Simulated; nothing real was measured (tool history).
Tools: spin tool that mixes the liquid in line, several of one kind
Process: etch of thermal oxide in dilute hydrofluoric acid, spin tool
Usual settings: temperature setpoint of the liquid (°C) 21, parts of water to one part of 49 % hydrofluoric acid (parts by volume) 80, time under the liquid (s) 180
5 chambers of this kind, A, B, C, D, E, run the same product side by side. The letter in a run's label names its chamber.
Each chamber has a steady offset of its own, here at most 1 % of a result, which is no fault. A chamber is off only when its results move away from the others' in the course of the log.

| run | day | temperature setpoint of the liquid (°C) | parts of water to one part of 49 % hydrofluoric acid (parts by volume) | time under the liquid (s) | hours since the thermometer was replaced | hours since the hydrofluoric acid flow meter was replaced | read-back film thickness of the thermal oxide reference wafer, read on the same gauge (nm) | thickness taken off the thermal oxide on a monitor wafer (Å) |
|---|---|---|---|---|---|---|---|---|
| 1E | 0.129 | 21 | 80 | 180 | 443.8 | 1107.7 | 139.99 | 97.13 |
| 2A | 0.296 | 21 | 80 | 180 | 103.6 | 64.5 | 139.99 | 97.054 |
| 3D | 0.554 | 21 | 80 | 180 | 1383.6 | 360.9 | 139.97 | 98.316 |
| 4B | 0.817 | 21 | 80 | 180 | 2302.3 | 706.9 | 139.99 | 95.768 |
| 5C | 1.075 | 21 | 80 | 180 | 978 | 1478.4 | 140 | 96.583 |
| 6E | 1.242 | 21 | 80 | 180 | 470.5 | 1134.4 | 139.99 | 96.56 |
| 7D | 1.488 | 21 | 80 | 180 | 1406 | 383.3 | 140 | 99.091 |
| 8C | 1.629 | 21 | 80 | 180 | 991.3 | 1491.7 | 139.98 | 97.483 |
| 9B | 1.783 | 21 | 65 | 255 | 2325.5 | 730.1 | 140 | 169.53 |
| 10A | 1.992 | 21 | 65 | 255 | 144.3 | 105.2 | 139.98 | 171.81 |
| 11B | 2.254 | 21 | 65 | 255 | 2336.8 | 741.4 | 140.04 | 170.34 |
| 12D | 2.421 | 21 | 65 | 255 | 1428.4 | 405.7 | 140.05 | 174.43 |
| 13E | 2.562 | 21 | 65 | 255 | 502.2 | 1166.1 | 140.02 | 170.88 |
| 14A | 2.708 | 21 | 80 | 180 | 161.5 | 122.4 | 139.99 | 95.529 |
| 15C | 2.858 | 21 | 80 | 180 | 1020.8 | 1521.2 | 140.02 | 96.679 |
| 16E | 3.125 | 21 | 80 | 180 | 515.7 | 1179.6 | 140.02 | 97.932 |
| 17D | 3.412 | 21 | 80 | 180 | 1452.2 | 429.5 | 139.98 | 97.591 |
| 18C | 3.542 | 21 | 80 | 180 | 1037.2 | 1537.6 | 140.01 | 97.393 |
| 19B | 3.783 | 18.5 | 80 | 220 | 2373.5 | 778.1 | 140.01 | 106.22 |
| 20A | 4.054 | 18.5 | 80 | 220 | 193.8 | 154.7 | 140.04 | 107.95 |
| 21B | 4.208 | 18.5 | 80 | 220 | 2383.7 | 788.3 | 140 | 106.35 |
| 22A | 4.408 | 18.5 | 80 | 220 | 202.3 | 163.2 | 140.03 | 104.96 |
| 23E | 4.696 | 18.5 | 80 | 220 | 553.4 | 1217.3 | 139.99 | 108.61 |
| 24C | 4.912 | 21 | 80 | 180 | 1070.1 | 1570.5 | 140.01 | 97.29 |
| 25D | 5.138 | 21 | 80 | 180 | 1493.6 | 470.9 | 140.03 | 96.736 |
| 26C | 5.396 | 21 | 80 | 180 | 1081.7 | 1582.1 | 139.99 | 96.093 |
| 27A | 5.588 | 24.5 | 80 | 125 | 230.6 | 191.5 | 140.01 | 76.461 |
| 28B | 5.738 | 24.5 | 80 | 125 | 2420.4 | 825 | 139.99 | 76.553 |
| 29D | 6.004 | 24.5 | 80 | 125 | 1514.4 | 491.7 | 139.99 | 77.615 |
| 30E | 6.25 | 24.5 | 80 | 125 | 590.7 | 1254.6 | 139.98 | 81.092 |
| 31B | 6.433 | 24.5 | 80 | 125 | 2437.1 | 841.7 | 140.01 | 77.106 |
| 32D | 6.608 | 21 | 80 | 180 | 1528.9 | 506.2 | 140 | 97.863 |
| 33E | 6.75 | 21 | 80 | 180 | 602.7 | 1266.6 | 139.99 | 100.6 |
| 34A | 6.875 | 21 | 80 | 180 | 261.5 | 222.4 | 139.99 | 95.527 |
| 35C | 7.075 | 21 | 80 | 180 | 1122 | 1622.4 | 139.98 | 96.455 |
| 36B | 7.204 | 21 | 80 | 180 | 2455.6 | 860.2 | 140.03 | 96.253 |
| 37D | 7.446 | 21 | 80 | 180 | 1549 | 526.3 | 139.96 | 98.125 |
| 38E | 7.692 | 21 | 80 | 250 | 625.3 | 1289.2 | 140.01 | 141.73 |
| 39A | 7.954 | 21 | 80 | 250 | 287.4 | 248.3 | 140.02 | 135.42 |
| 40C | 8.229 | 21 | 80 | 250 | 1149.7 | 1650.1 | 139.98 | 135.32 |
| 41E | 8.392 | 21 | 80 | 250 | 642.1 | 1306 | 140.01 | 142.96 |

Is one chamber off against the others, does the gauge drift, or is nothing wrong? If a chamber is off, say which, and what the likeliest cause is.

Chamber E drifts away from the others.
Cause: liquid hotter than its thermometer reads (K) = 1.72.
The log may not tell that from: hydrofluoric acid flow above the setpoint (%).

Here are 4 candidates for chamber E's next run, each the usual settings with a change, their results left as question marks. Which one brings its results back in line with what the others give on the usual settings?
In line means no further than this from the other chambers' mean on the usual settings: thickness taken off the thermal oxide on a monitor wafer (Å) 2.1
| 42E-1 | 8.6 | 21 | 85 | 180 |  |  |  | ? |
| 42E-2 | 8.6 | 20.5 | 80 | 160 |  |  |  | ? |
| 42E-3 | 8.6 | 21 | 75 | 180 |  |  |  | ? |
| 42E-4 | 8.6 | 21 | 80 | 205 |  |  |  | ? |

The other chambers' mean on the usual settings: thickness taken off the thermal oxide on a monitor wafer (Å) 96.963
| run | thickness taken off the thermal oxide on a monitor wafer (Å) |
|---|---|
| 42E-1 | 97.202 |
| 42E-2 | 90.424 |
| 42E-3 | 111.3 |
| 42E-4 | 118.24 |
42E-1 brings the chamber back in line.
